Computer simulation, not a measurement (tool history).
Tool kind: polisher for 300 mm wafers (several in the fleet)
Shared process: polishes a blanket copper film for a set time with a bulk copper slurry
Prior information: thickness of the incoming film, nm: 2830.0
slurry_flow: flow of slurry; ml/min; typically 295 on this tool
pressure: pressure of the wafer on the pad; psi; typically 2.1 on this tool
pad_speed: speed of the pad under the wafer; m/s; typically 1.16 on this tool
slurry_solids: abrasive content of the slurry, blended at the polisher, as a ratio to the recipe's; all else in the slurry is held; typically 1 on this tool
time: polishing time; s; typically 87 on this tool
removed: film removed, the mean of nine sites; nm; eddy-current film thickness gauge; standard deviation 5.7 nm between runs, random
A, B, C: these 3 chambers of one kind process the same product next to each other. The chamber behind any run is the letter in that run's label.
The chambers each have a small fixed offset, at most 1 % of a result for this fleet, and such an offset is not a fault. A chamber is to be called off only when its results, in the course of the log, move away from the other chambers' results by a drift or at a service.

run  hour  slurry_flow  pressure  pad_speed  slurry_solids  time  wafers polished on this pad  hours since the slurry nozzle was cleaned  hours since the head pressure was calibrated  hours since the slurry blender was calibrated  removed
 1A   4.1          295       2.1       1.16              1    87                          545                                      260.5                                         953.0                                          185.6   620.43
 2B   6.1          295       2.1       1.16              1    87                          667                                      190.5                                         468.7                                           97.9   624.67
 3C   8.0          295       2.1       1.16              1    87                          495                                      116.2                                        1040.0                                          165.3   626.07
 4A  10.8          295       2.1       1.16              1    87                          601                                      267.2                                         959.7                                          192.3   624.99
 5C  13.9          295       2.1       1.16              1    87                          544                                      122.1                                        1045.9                                          171.2   622.62
 6B  16.4          295       2.1       1.16              1    87                          752                                      200.8                                         479.0                                          108.2   621.48
 7A  18.3          295       2.1       1.16              1    87                          663                                      274.7                                         967.2                                          199.8   629.39
 8C  21.2          295       2.1       1.16              1    87                          605                                      129.4                                        1053.2                                          178.5   621.32
 9B  25.3          295       2.1       1.16              1    87                          825                                      209.7                                         487.9                                          117.1   601.88
10C  27.4          295       2.1       1.16              1    87                          656                                      135.6                                        1059.4                                          184.7   615.30
11A  29.6          295       2.1       1.16              1    87                          756                                      286.0                                         978.5                                          211.1   620.25
12B  32.3          295       2.1       1.16              1    87                          883                                      216.7                                         494.9                                          124.1   601.33
13B  34.2          295       2.1       1.16              1    87                          899                                      218.6                                         496.8                                          126.0   602.51
14A  38.1          295       2.1       1.16              1    87                          826                                      294.5                                         987.0                                          219.6   625.55
15C  41.1          295       2.1       1.16              1    87                          769                                      149.3                                        1073.1                                          198.4   623.69
16C  44.0          295       2.1       1.16              1    87                          793                                      152.2                                        1076.0                                          201.3   620.29
17B  47.6          295       2.1       1.16              1    87                         1010                                      232.0                                         510.2                                          139.4   588.10
18A  49.7          295       2.1       1.16              1    87                          922                                      306.1                                         998.6                                          231.2   625.22
19A  52.1          295       2.1       1.16              1    87                          942                                      308.5                                        1001.0                                          233.6   623.54
20C  55.2          295       2.1       1.16              1   110                          886                                      163.4                                        1087.2                                          212.5   781.98
21B  58.8          295       2.1       1.16              1   110                         1102                                      243.2                                         521.4                                          150.6   723.09
22B  61.7          295       2.1       1.16              1   110                         1126                                      246.1                                         524.3                                          153.5   717.78

One chamber off, gauge drift, or nothing amiss beyond the chambers' own small offsets? If it is a chamber, which one, and what is the likeliest cause?

Little by little, chamber B moves away from the other chambers.
Likeliest cause: removal rate lost through wear of the pad, % = 8.88.
From this log alone, it may not be told apart from: head's pressure below its setpoint, %; abrasive missing from the slurry, %.

Here are 4 candidates for chamber B's next run, each the usual settings with a change, their results left as question marks. Which one brings its results back in line with what the others give on the usual settings?
A result is in line if it is within this distance of the other chambers' mean on the usual settings: removed 20.00 nm
23B-1  64.8          295       1.9       1.16              1    87                                                                                                                                                                             ?
23B-2  64.8          295       2.2       1.16              1    91                                                                                                                                                                             ?
23B-3  64.8          295       2.1       1.14              1    86                                                                                                                                                                             ?
23B-4  64.8          295       2.1       1.20              1    87                                                                                                                                                                             ?

Mean of the other chambers on the usual settings: removed 622.82 nm
  run  removed
23B-1   511.35
23B-2   617.92
23B-3   548.04
23B-4   584.04
The answer is 23B-2, which returns the chamber to within the allowed miss of the others.
